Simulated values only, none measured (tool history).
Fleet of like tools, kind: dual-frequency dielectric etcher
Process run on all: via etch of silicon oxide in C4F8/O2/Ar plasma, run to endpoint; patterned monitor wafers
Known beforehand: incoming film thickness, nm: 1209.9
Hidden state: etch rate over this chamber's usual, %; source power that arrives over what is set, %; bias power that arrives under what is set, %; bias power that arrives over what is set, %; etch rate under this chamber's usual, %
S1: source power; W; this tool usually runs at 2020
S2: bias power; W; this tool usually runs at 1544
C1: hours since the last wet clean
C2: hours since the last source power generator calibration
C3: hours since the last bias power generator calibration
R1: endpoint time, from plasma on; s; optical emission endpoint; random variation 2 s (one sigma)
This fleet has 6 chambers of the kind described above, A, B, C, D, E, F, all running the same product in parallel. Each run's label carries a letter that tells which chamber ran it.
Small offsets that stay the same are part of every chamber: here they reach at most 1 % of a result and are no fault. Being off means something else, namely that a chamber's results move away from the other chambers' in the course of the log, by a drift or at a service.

| run | day | S1 | S2 | C1 | C2 | C3 | R1 |
|---|---|---|---|---|---|---|---|
| 1E | 0.517 | 2020 | 1544 | 151.4 | 251.4 | 2422.8 | 253.65 |
|  | 0.567 | chamber D: source power generator calibrated |
|  | 0.871 | chamber D: wet clean of the chamber |
| 2F | 0.917 | 2020 | 1544 | 156 | 2199.2 | 752 | 255.54 |
| 3B | 1.492 | 2020 | 1544 | 466.3 | 337.2 | 1245.5 | 252.83 |
|  | 1.796 | chamber B: wet clean of the chamber |
| 4D | 1.933 | 2020 | 1544 | 25.6 | 32.8 | 346.2 | 254.57 |
| 5C | 2.496 | 2020 | 1544 | 289.7 | 2070.1 | 761.9 | 254.67 |
| 6A | 3.088 | 2020 | 1544 | 117.2 | 636.9 | 2004.5 | 256.56 |
| 7B | 3.658 | 2020 | 1544 | 44.7 | 389.2 | 1297.5 | 257.27 |
| 8C | 4.158 | 2020 | 1544 | 329.6 | 2110 | 801.8 | 251.33 |
| 9E | 4.738 | 2020 | 1544 | 252.7 | 352.7 | 2524.1 | 253.48 |
| 10F | 5.233 | 2020 | 1544 | 259.6 | 2302.8 | 855.6 | 256.64 |
| 11A | 5.879 | 2020 | 1544 | 184.2 | 703.9 | 2071.5 | 255.04 |
|  | 6.083 | chamber C: wet clean of the chamber |
| 12D | 6.325 | 2020 | 1544 | 131 | 138.2 | 451.6 | 251.7 |
| 13D | 6.988 | 2020 | 1544 | 146.9 | 154.1 | 467.5 | 255.22 |
| 14B | 7.342 | 2020 | 1544 | 133.1 | 477.6 | 1385.9 | 256 |
| 15E | 7.675 | 2020 | 1544 | 323.2 | 423.2 | 2594.6 | 257.01 |
| 16A | 8.338 | 2020 | 1544 | 243.2 | 762.9 | 2130.5 | 256.92 |
| 17C | 8.683 | 2020 | 1544 | 62.5 | 2218.6 | 910.4 | 253.21 |
| 18F | 9.117 | 2020 | 1544 | 352.8 | 2396 | 948.8 | 249.79 |
| 19E | 9.792 | 2020 | 1544 | 374 | 474 | 2645.4 | 254.45 |
| 20D | 10.412 | 2020 | 1544 | 229.1 | 236.3 | 549.7 | 256.37 |
| 21A | 11.033 | 2020 | 1544 | 307.9 | 827.6 | 2195.2 | 255.79 |
| 22B | 11.433 | 2020 | 1544 | 231.3 | 575.8 | 1484.1 | 252.76 |
| 23C | 11.8 | 2020 | 1544 | 137.3 | 2293.4 | 985.2 | 257.48 |
|  | 12.3 | chamber A: bias power generator calibrated |
| 24F | 12.483 | 2180 | 1183 | 433.6 | 2476.8 | 1029.6 | 262.39 |
|  | 12.733 | chamber F: source power generator calibrated |
| 25E | 13.138 | 2180 | 1183 | 454.3 | 554.3 | 2725.7 | 267.46 |
| 26B | 13.612 | 2180 | 1183 | 283.6 | 628.1 | 1536.4 | 265.56 |
| 27C | 14.054 | 2180 | 1183 | 191.4 | 2347.5 | 1039.3 | 260.99 |
| 28A | 14.683 | 2180 | 1183 | 395.5 | 915.2 | 57.2 | 266.83 |
| 29D | 15.292 | 2180 | 1183 | 346.2 | 353.4 | 666.8 | 262.71 |
| 30F | 15.771 | 2020 | 1544 | 512.5 | 72.9 | 1108.5 | 245.3 |
|  | 15.854 | chamber A: wet clean of the chamber |
| 31C | 16.092 | 2020 | 1544 | 240.3 | 2396.4 | 1088.2 | 253.07 |
| 32B | 16.462 | 2020 | 1544 | 352 | 696.5 | 1604.8 | 253.55 |
| 33F | 16.842 | 2020 | 1544 | 538.2 | 98.6 | 1134.2 | 247.68 |
|  | 16.883 | chamber D: wet clean of the chamber |
| 34E | 17.496 | 2020 | 1824 | 558.9 | 658.9 | 2830.3 | 242.99 |
| 35D | 17.829 | 2020 | 1824 | 22.8 | 414.3 | 727.7 | 245.41 |
| 36A | 18.408 | 2020 | 1824 | 61.4 | 1004.6 | 146.6 | 242.7 |

Read the log: is a single chamber off, either drifting away or since a service, is the gauge that measures every chamber drifting, or is nothing wrong beyond small per-chamber offsets? Name any odd chamber and what most likely caused it.

It is chamber F that slowly wanders off from its peers.
Most likely cause: etch rate over this chamber's usual, % = 5.22.

Which of the 4 candidates below, each the usual settings with something changed and its results left as question marks, puts chamber F back in line with what the other chambers give on the usual settings?
To be in line, a result may differ from the other chambers' mean on the usual settings by at most: R1 6.9 s
| 37F-1 | 18.908 | 2460 | 1544 |  |  |  | ? |
| 37F-2 | 18.908 | 2020 | 1775 |  |  |  | ? |
| 37F-3 | 18.908 | 1880 | 1472 |  |  |  | ? |
| 37F-4 | 18.908 | 2020 | 1115 |  |  |  | ? |

Usual-settings mean across the other chambers: R1 255.14 s
| run | R1 |
|---|---|
| 37F-1 | 225.81 |
| 37F-2 | 235.61 |
| 37F-3 | 255.58 |
| 37F-4 | 266.8 |
The answer is 37F-3, which returns the chamber to within the allowed miss of the others.

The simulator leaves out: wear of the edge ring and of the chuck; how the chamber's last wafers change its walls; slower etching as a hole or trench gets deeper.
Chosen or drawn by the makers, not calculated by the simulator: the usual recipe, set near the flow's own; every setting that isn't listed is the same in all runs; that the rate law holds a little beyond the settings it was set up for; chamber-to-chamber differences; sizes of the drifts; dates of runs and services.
